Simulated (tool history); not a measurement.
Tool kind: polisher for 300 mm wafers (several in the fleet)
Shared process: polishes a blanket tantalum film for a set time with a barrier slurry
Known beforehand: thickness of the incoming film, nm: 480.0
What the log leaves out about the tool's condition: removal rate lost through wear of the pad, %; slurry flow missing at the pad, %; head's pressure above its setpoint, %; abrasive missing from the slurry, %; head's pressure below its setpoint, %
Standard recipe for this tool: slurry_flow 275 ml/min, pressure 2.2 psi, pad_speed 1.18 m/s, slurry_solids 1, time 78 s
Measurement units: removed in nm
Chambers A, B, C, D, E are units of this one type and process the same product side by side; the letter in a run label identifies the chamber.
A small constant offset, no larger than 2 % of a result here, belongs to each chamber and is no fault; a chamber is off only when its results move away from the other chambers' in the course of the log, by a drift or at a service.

run   hour  slurry_flow  pressure  pad_speed  slurry_solids  time  wafers polished on this pad  hours since the slurry nozzle was cleaned  hours since the head pressure was calibrated  hours since the slurry blender was calibrated  removed
 1E    6.2          275       2.2       1.18              1    78                          321                                      455.4                                         144.5                                           94.1   145.28
 2C    9.2          275       2.2       1.18              1    78                          347                                       81.6                                         689.3                                          369.5   142.61
 3B   13.7          275       2.2       1.18              1    78                         1519                                       90.5                                          39.9                                           99.4   139.27
 4D     17          275       2.2       1.18              1    78                          489                                      255.2                                         324.8                                          204.2   143.08
      19.1  -- chamber B: worn pad replaced by a new one
 5A   23.5          275       2.2       1.18              1    78                          418                                      526.4                                         531.8                                          185.8   142.75
 6E   29.1          275       2.2       1.18              1    78                          467                                      478.3                                         167.4                                            117   144.85
 7B     35          275       2.2       1.18              1    78                          101                                      111.8                                          61.2                                          120.7   141.92
      36.8  -- chamber A: slurry nozzle cleaned
      38.1  -- chamber C: slurry blender recalibrated
 8A   41.5          275       2.2       1.18              1    78                          533                                        4.8                                         549.8                                          203.8   141.34
      47.8  -- chamber A: head pressure recalibrated
 9D   47.8          275       2.2       1.18              1    78                          685                                        286                                         355.6                                            235   142.98
10C   53.3          275       2.2       1.18              1    78                          628                                      125.7                                         733.4                                           15.3   142.53
      55.9  -- chamber E: worn pad replaced by a new one
11A   58.9          275       2.2       1.18              1    78                          644                                       22.2                                          11.2                                          221.2   140.68
12E     65          275       2.2        0.8              1    78                           58                                      514.2                                         203.3                                          152.9   96.037
13C   70.1          275       2.2        0.8              1    78                          735                                      142.5                                         750.2                                           32.1   97.218
14D   74.6          275       2.2        0.8              1    78                          855                                      312.8                                         382.4                                          261.8   97.401
15B   79.5          275       2.2        0.8              1    78                          385                                      156.3                                         105.7                                          165.2   96.063
      80.3  -- chamber D: worn pad replaced by a new one
16C   85.8          275       2.2        0.8              1    78                          835                                      158.2                                         765.9                                           47.8   96.862
17E   89.1          210       2.2       1.58              1    78                          212                                      538.3                                         227.4                                            177   184.29
18A   94.9          210       2.2       1.58              1    78                          873                                       58.2                                          47.2                                          257.2   180.33
19B  101.1          210       2.2       1.58              1    78                          522                                      177.9                                         127.3                                          186.8    182.8
20D  105.4          210       2.2       1.58              1    78                          160                                      343.6                                         413.2                                          292.6   188.07
21C  108.7          210       2.2       1.58              1    78                          981                                      181.1                                         788.8                                           70.7   184.52
22D    113          275       2.2       1.18              1    78                          208                                      351.2                                         420.8                                          300.2   143.21
23B  117.5          275       1.4       1.18              1    78                          627                                      194.3                                         143.7                                          203.2   88.833
24A    124          275       1.4       1.18              1    78                         1058                                       87.3                                          76.3                                          286.3   87.051
25E  128.1          275       1.4       1.18              1    78                          460                                      577.3                                         266.4                                            216   90.671
26B  131.3          275       1.4       1.18              1    78                          714                                      208.1                                         157.5                                            217   89.003
     135.5  -- chamber C: worn pad replaced by a new one
27E  137.5          275       1.4       1.18              1    78                          520                                      586.7                                         275.8                                          225.4   93.108
28A  141.7          275       2.2       1.18              1    78                         1171                                        105                                            94                                            304   136.47
29D  147.3          275       2.2       1.18              1    78                          427                                      385.5                                         455.1                                          334.5   142.88
     152.3  -- chamber D: slurry blender recalibrated
30C  152.4          275       2.2       1.18              1    78                          107                                      224.8                                         832.5                                          114.4   145.42
31E  157.4          275       2.2       1.18              1    78                          646                                      606.6                                         295.7                                          245.3   144.06
     161.9  -- chamber E: worn pad replaced by a new one
32A  163.8          275       1.7       1.18           0.75    78                         1312                                      127.1                                         116.1                                          326.1   95.527
       164  -- chamber E: slurry blender recalibrated
33C  168.8          275       1.7       1.18           0.75    78                          212                                      241.2                                         848.9                                          130.8   102.72
34B    173          275       1.7       1.18           0.75    78                          980                                      249.8                                         199.2                                          258.7   97.055
35D  175.8          275       1.7       1.18           0.75    78                          608                                        414                                         483.6                                           23.6   100.43
36C  182.3          275       1.7       1.18           0.75    78                          298                                      254.7                                         862.4                                          144.3   100.13
37E  188.6          275       2.2       1.18              1    78                          170                                      637.8                                         326.9                                           24.6    144.3
38B  194.4          275       2.2       1.18              1    78                         1116                                      271.2                                         220.6                                          280.1   138.89
39D  199.6          340       2.2       1.18              1    78                          760                                      437.8                                         507.4                                           47.4   146.77
40A  205.4          340       2.2       1.18              1    78                         1577                                      168.7                                         157.7                                          367.7   135.91
41E  210.9          340       2.2       1.18              1    78                          312                                      660.1                                         349.2                                           46.9   146.39

The same settings go to every chamber for the next run, one line per chamber below. Forecast the results for each:
42A  215.6          275       2.2       1.18              1    78                                                                                                                                                                             ?
42B  215.6          275       2.2       1.18              1    78                                                                                                                                                                             ?
42C  215.6          275       2.2       1.18              1    78                                                                                                                                                                             ?
42D  215.6          275       2.2       1.18              1    78                                                                                                                                                                             ?
42E  215.6          275       2.2       1.18              1    78                                                                                                                                                                             ?

run  removed
42A    131.2
42B   137.88
42C   144.52
42D   142.56
42E   144.12
